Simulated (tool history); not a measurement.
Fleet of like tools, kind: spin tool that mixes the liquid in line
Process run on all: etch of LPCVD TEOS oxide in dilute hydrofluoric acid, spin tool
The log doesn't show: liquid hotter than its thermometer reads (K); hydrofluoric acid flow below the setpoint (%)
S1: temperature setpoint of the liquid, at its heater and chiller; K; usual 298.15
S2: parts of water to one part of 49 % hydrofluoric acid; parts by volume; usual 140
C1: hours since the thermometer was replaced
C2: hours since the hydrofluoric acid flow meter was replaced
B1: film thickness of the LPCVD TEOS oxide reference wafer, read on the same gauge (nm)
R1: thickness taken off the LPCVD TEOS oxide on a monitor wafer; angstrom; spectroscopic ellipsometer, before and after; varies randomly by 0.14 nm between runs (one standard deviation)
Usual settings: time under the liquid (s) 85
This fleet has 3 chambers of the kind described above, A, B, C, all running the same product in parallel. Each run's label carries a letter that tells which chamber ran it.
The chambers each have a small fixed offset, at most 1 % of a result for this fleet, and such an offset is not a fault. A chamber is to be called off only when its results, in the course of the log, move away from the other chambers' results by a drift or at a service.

{"run": "1C", "day": 0.504, "S1": 298.15, "S2": 140, "time under the liquid (s)": 85, "C1": 1419.5, "C2": 865.6, "B1": 120.03, "R1": 227.73}
{"run": "2B", "day": 0.846, "S1": 298.15, "S2": 140, "time under the liquid (s)": 85, "C1": 2109.7, "C2": 613.0, "B1": 119.99, "R1": 228.22}
{"run": "3A", "day": 1.267, "S1": 298.15, "S2": 140, "time under the liquid (s)": 85, "C1": 1162.7, "C2": 459.2, "B1": 120.0, "R1": 228.46}
{"run": "4C", "day": 1.779, "S1": 298.15, "S2": 140, "time under the liquid (s)": 85, "C1": 1450.1, "C2": 896.2, "B1": 120.01, "R1": 230.97}
{"run": "5B", "day": 2.275, "S1": 298.15, "S2": 140, "time under the liquid (s)": 85, "C1": 2144.0, "C2": 647.3, "B1": 119.98, "R1": 228.98}
{"run": "6A", "day": 2.612, "S1": 298.15, "S2": 140, "time under the liquid (s)": 85, "C1": 1195.0, "C2": 491.5, "B1": 120.0, "R1": 226.12}
{"run": "7A", "day": 3.133, "S1": 298.15, "S2": 140, "time under the liquid (s)": 85, "C1": 1207.5, "C2": 504.0, "B1": 119.99, "R1": 227.53}
{"run": "8B", "day": 3.542, "S1": 298.15, "S2": 140, "time under the liquid (s)": 85, "C1": 2174.4, "C2": 677.7, "B1": 119.99, "R1": 229.2}
{"run": "9C", "day": 3.838, "S1": 298.15, "S2": 140, "time under the liquid (s)": 85, "C1": 1499.5, "C2": 945.6, "B1": 120.0, "R1": 229.61}
{"day": 3.9, "done": "chamber C: hydrofluoric acid flow meter replaced"}
{"run": "10A", "day": 4.333, "S1": 298.15, "S2": 140, "time under the liquid (s)": 85, "C1": 1236.3, "C2": 532.8, "B1": 119.97, "R1": 225.63}
{"run": "11B", "day": 4.817, "S1": 298.15, "S2": 140, "time under the liquid (s)": 85, "C1": 2205.0, "C2": 708.3, "B1": 119.99, "R1": 228.67}
{"run": "12C", "day": 5.225, "S1": 298.15, "S2": 140, "time under the liquid (s)": 85, "C1": 1532.8, "C2": 31.8, "B1": 119.99, "R1": 226.8}
{"run": "13A", "day": 5.738, "S1": 298.15, "S2": 140, "time under the liquid (s)": 85, "C1": 1270.0, "C2": 566.5, "B1": 120.0, "R1": 225.78}
{"run": "14B", "day": 6.042, "S1": 298.15, "S2": 140, "time under the liquid (s)": 85, "C1": 2234.4, "C2": 737.7, "B1": 119.99, "R1": 228.71}
{"run": "15C", "day": 6.304, "S1": 298.15, "S2": 140, "time under the liquid (s)": 85, "C1": 1558.7, "C2": 57.7, "B1": 120.0, "R1": 228.02}
{"run": "16C", "day": 6.646, "S1": 298.15, "S2": 140, "time under the liquid (s)": 85, "C1": 1566.9, "C2": 65.9, "B1": 120.0, "R1": 228.6}
{"run": "17A", "day": 7.138, "S1": 298.15, "S2": 140, "time under the liquid (s)": 120, "C1": 1303.6, "C2": 600.1, "B1": 120.0, "R1": 311.8}
{"run": "18B", "day": 7.392, "S1": 298.15, "S2": 140, "time under the liquid (s)": 120, "C1": 2266.8, "C2": 770.1, "B1": 120.0, "R1": 322.44}
{"run": "19A", "day": 7.671, "S1": 298.15, "S2": 140, "time under the liquid (s)": 120, "C1": 1316.4, "C2": 612.9, "B1": 120.01, "R1": 312.31}
{"run": "20B", "day": 8.108, "S1": 298.15, "S2": 140, "time under the liquid (s)": 85, "C1": 2284.0, "C2": 787.3, "B1": 120.0, "R1": 229.22}
{"run": "21C", "day": 8.429, "S1": 298.15, "S2": 140, "time under the liquid (s)": 85, "C1": 1609.7, "C2": 108.7, "B1": 120.0, "R1": 227.86}
{"run": "22C", "day": 8.921, "S1": 298.15, "S2": 140, "time under the liquid (s)": 85, "C1": 1621.5, "C2": 120.5, "B1": 119.98, "R1": 230.01}
{"run": "23B", "day": 9.308, "S1": 298.15, "S2": 140, "time under the liquid (s)": 40, "C1": 2312.8, "C2": 816.1, "B1": 120.01, "R1": 107.21}
{"run": "24A", "day": 9.762, "S1": 298.15, "S2": 140, "time under the liquid (s)": 40, "C1": 1366.6, "C2": 663.1, "B1": 119.99, "R1": 102.42}
{"run": "25B", "day": 10.042, "S1": 298.15, "S2": 140, "time under the liquid (s)": 40, "C1": 2330.4, "C2": 833.7, "B1": 119.99, "R1": 108.01}
{"run": "26A", "day": 10.379, "S1": 298.15, "S2": 140, "time under the liquid (s)": 85, "C1": 1381.4, "C2": 677.9, "B1": 120.01, "R1": 218.49}
{"run": "27C", "day": 10.692, "S1": 298.15, "S2": 140, "time under the liquid (s)": 85, "C1": 1664.0, "C2": 163.0, "B1": 120.01, "R1": 226.43}
{"run": "28C", "day": 10.967, "S1": 298.15, "S2": 140, "time under the liquid (s)": 85, "C1": 1670.6, "C2": 169.6, "B1": 119.99, "R1": 227.95}
{"run": "29B", "day": 11.275, "S1": 298.15, "S2": 140, "time under the liquid (s)": 85, "C1": 2360.0, "C2": 863.3, "B1": 119.99, "R1": 228.83}
{"run": "30A", "day": 11.546, "S1": 298.15, "S2": 140, "time under the liquid (s)": 85, "C1": 1409.4, "C2": 705.9, "B1": 119.99, "R1": 215.66}
{"run": "31A", "day": 11.8, "S1": 298.15, "S2": 140, "time under the liquid (s)": 85, "C1": 1415.5, "C2": 712.0, "B1": 120.01, "R1": 214.76}
{"run": "32C", "day": 12.262, "S1": 298.15, "S2": 140, "time under the liquid (s)": 85, "C1": 1701.7, "C2": 200.7, "B1": 120.0, "R1": 230.18}
{"run": "33B", "day": 12.662, "S1": 298.15, "S2": 140, "time under the liquid (s)": 85, "C1": 2393.3, "C2": 896.6, "B1": 120.01, "R1": 228.45}
{"run": "34B", "day": 13.129, "S1": 298.15, "S2": 140, "time under the liquid (s)": 85, "C1": 2404.5, "C2": 907.8, "B1": 120.01, "R1": 230.25}
{"run": "35C", "day": 13.438, "S1": 298.15, "S2": 140, "time under the liquid (s)": 85, "C1": 1729.9, "C2": 228.9, "B1": 119.98, "R1": 229.27}
{"run": "36A", "day": 13.712, "S1": 299.65, "S2": 140, "time under the liquid (s)": 100, "C1": 1461.4, "C2": 757.9, "B1": 120.02, "R1": 266.79}
{"run": "37B", "day": 14.25, "S1": 299.65, "S2": 140, "time under the liquid (s)": 100, "C1": 2431.4, "C2": 934.7, "B1": 119.98, "R1": 283.74}
{"run": "38C", "day": 14.692, "S1": 299.65, "S2": 140, "time under the liquid (s)": 100, "C1": 1760.0, "C2": 259.0, "B1": 120.01, "R1": 282.18}
{"run": "39A", "day": 15.054, "S1": 298.15, "S2": 140, "time under the liquid (s)": 85, "C1": 1493.6, "C2": 790.1, "B1": 119.98, "R1": 211.48}
{"run": "40A", "day": 15.508, "S1": 298.15, "S2": 140, "time under the liquid (s)": 85, "C1": 1504.5, "C2": 801.0, "B1": 119.98, "R1": 211.51}
{"run": "41C", "day": 15.771, "S1": 298.15, "S2": 140, "time under the liquid (s)": 85, "C1": 1785.9, "C2": 284.9, "B1": 119.98, "R1": 229.02}
{"run": "42B", "day": 16.279, "S1": 298.15, "S2": 140, "time under the liquid (s)": 85, "C1": 2480.1, "C2": 983.4, "B1": 120.01, "R1": 226.33}

All 3 chambers run these settings next. Forecast each chamber's results:
{"run": "43A", "day": 16.662, "S1": 298.15, "S2": 75, "time under the liquid (s)": 85, "R1": "?"}
{"run": "43B", "day": 16.662, "S1": 298.15, "S2": 75, "time under the liquid (s)": 85, "R1": "?"}
{"run": "43C", "day": 16.662, "S1": 298.15, "S2": 75, "time under the liquid (s)": 85, "R1": "?"}

run=43A R1=423.66
run=43B R1=463.64
run=43C R1=468.90
